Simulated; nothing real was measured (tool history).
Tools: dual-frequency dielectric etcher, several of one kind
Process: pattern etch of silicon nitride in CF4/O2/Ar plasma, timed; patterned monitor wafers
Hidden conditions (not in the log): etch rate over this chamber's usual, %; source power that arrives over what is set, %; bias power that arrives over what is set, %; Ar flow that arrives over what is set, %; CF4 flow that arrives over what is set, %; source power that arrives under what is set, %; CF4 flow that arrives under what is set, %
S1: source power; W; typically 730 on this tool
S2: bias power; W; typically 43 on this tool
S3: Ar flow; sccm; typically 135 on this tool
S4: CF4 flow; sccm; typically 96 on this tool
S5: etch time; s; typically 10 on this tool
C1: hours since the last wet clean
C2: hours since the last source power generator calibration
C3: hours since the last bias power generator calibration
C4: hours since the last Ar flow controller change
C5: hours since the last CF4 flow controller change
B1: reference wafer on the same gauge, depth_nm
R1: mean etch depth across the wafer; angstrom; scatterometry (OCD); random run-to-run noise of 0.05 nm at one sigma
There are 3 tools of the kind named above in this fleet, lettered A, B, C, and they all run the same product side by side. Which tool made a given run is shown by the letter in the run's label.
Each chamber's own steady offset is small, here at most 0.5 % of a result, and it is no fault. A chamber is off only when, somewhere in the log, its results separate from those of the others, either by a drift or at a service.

run,hour,S1,S2,S3,S4,S5,C1,C2,C3,C4,C5,B1,R1
1C,4.8,730,43,135,96,10,274.4,3667.3,1261.4,4142.5,4568.0,27.299,239.50
2B,12.6,730,43,135,96,10,103.6,3801.1,3762.9,2105.7,625.6,27.295,238.01
3A,19.3,730,43,135,96,10,138.2,1291.8,1914.5,3828.1,2954.9,27.298,237.61
4A,26.9,730,43,135,96,10,145.8,1299.4,1922.1,3835.7,2962.5,27.292,238.10
5C,32.2,730,43,113,78,10,301.8,3694.7,1288.8,4169.9,4595.4,27.303,237.47
6B,37.9,730,43,113,78,10,128.9,3826.4,3788.2,2131.0,650.9,27.297,236.85
7B,46.4,730,43,113,78,10,137.4,3834.9,3796.7,2139.5,659.4,27.300,237.23
8C,52.2,730,43,135,96,10,321.8,3714.7,1308.8,4189.9,4615.4,27.299,238.63
9A,60.7,730,43,135,96,10,179.6,1333.2,1955.9,3869.5,2996.3,27.295,238.97
10A,65.9,730,43,135,96,10,184.8,1338.4,1961.1,3874.7,3001.5,27.304,238.97
11C,71.9,730,43,135,96,10,341.5,3734.4,1328.5,4209.6,4635.1,27.317,238.82
12B,78.2,730,43,135,96,10,169.2,3866.7,3828.5,2171.3,691.2,27.312,238.27
13C,86.0,730,43,135,96,10,355.6,3748.5,1342.6,4223.7,4649.2,27.299,238.00
14B,95.9,730,43,135,96,10,186.9,3884.4,3846.2,2189.0,708.9,27.307,238.71
# hour 103.4: chamber B: source power generator calibrated
# hour 103.7: chamber C: wet clean of the chamber
15A,105.9,730,43,135,96,10,224.8,1378.4,2001.1,3914.7,3041.5,27.308,238.56
16A,115.3,790,43,106,96,10,234.2,1387.8,2010.5,3924.1,3050.9,27.301,264.42
17B,126.2,790,43,106,96,10,217.2,22.9,3876.5,2219.3,739.2,27.295,260.35
18C,131.6,790,43,106,96,10,27.9,3794.1,1388.2,4269.3,4694.8,27.280,264.29
19B,142.6,730,43,135,96,10,233.6,39.3,3892.9,2235.7,755.6,27.291,234.76
20A,152.3,730,43,135,96,10,271.2,1424.8,2047.5,3961.1,3087.9,27.289,238.88
# hour 157.1: chamber A: bias power generator calibrated
21C,159.7,730,43,135,96,10,56.0,3822.2,1416.3,4297.4,4722.9,27.293,238.92
22C,168.1,730,43,135,96,10,64.4,3830.6,1424.7,4305.8,4731.3,27.307,238.87
23A,175.3,730,43,135,96,10,294.2,1447.8,18.2,3984.1,3110.9,27.314,238.19
24B,181.9,730,43,135,96,10,272.9,78.6,3932.2,2275.0,794.9,27.292,235.06
25C,190.2,730,43,135,96,10,86.5,3852.7,1446.8,4327.9,4753.4,27.306,238.95
26B,196.9,730,43,135,84,10,287.9,93.6,3947.2,2290.0,809.9,27.295,229.40
27A,204.6,730,43,135,84,10,323.5,1477.1,47.5,4013.4,3140.2,27.307,232.69
28B,214.6,730,43,135,84,10,305.6,111.3,3964.9,2307.7,827.6,27.299,229.52
# hour 216.7: chamber C: Ar flow controller replaced
29C,225.4,730,43,135,96,10,121.7,3887.9,1482.0,8.7,4788.6,27.306,237.76
30A,233.1,730,43,135,96,10,352.0,1505.6,76.0,4041.9,3168.7,27.296,238.71
31B,238.1,730,43,135,96,10,329.1,134.8,3988.4,2331.2,851.1,27.299,233.78
32A,248.3,850,35,135,96,10,367.2,1520.8,91.2,4057.1,3183.9,27.307,252.66
33C,257.9,850,35,135,96,10,154.2,3920.4,1514.5,41.2,4821.1,27.304,252.61
34B,263.6,850,35,135,96,10,354.6,160.3,4013.9,2356.7,876.6,27.294,248.16
35C,273.0,730,43,135,96,10,169.3,3935.5,1529.6,56.3,4836.2,27.300,238.81
36A,278.2,730,43,135,96,10,397.1,1550.7,121.1,4087.0,3213.8,27.309,238.16
37A,286.8,730,43,135,96,10,405.7,1559.3,129.7,4095.6,3222.4,27.308,238.59
38B,292.5,730,43,135,96,10,383.5,189.2,4042.8,2385.6,905.5,27.297,234.93
39C,302.2,730,43,135,96,10,198.5,3964.7,1558.8,85.5,4865.4,27.275,239.40
40A,309.8,730,43,135,96,10,428.7,1582.3,152.7,4118.6,3245.4,27.305,238.14
# hour 319.9: chamber B: wet clean of the chamber
41C,320.3,730,43,135,96,10,216.6,3982.8,1576.9,103.6,4883.5,27.293,238.95
42B,325.3,730,43,135,96,10,5.4,222.0,4075.6,2418.4,938.3,27.304,234.22

Predict what each chamber gives when all 3 of them run the settings below next.
43A,333.3,730,43,135,96,10,,,,,,,?
43B,333.3,730,43,135,96,10,,,,,,,?
43C,333.3,730,43,135,96,10,,,,,,,?

run,R1
43A,238.51
43B,234.64
43C,238.93

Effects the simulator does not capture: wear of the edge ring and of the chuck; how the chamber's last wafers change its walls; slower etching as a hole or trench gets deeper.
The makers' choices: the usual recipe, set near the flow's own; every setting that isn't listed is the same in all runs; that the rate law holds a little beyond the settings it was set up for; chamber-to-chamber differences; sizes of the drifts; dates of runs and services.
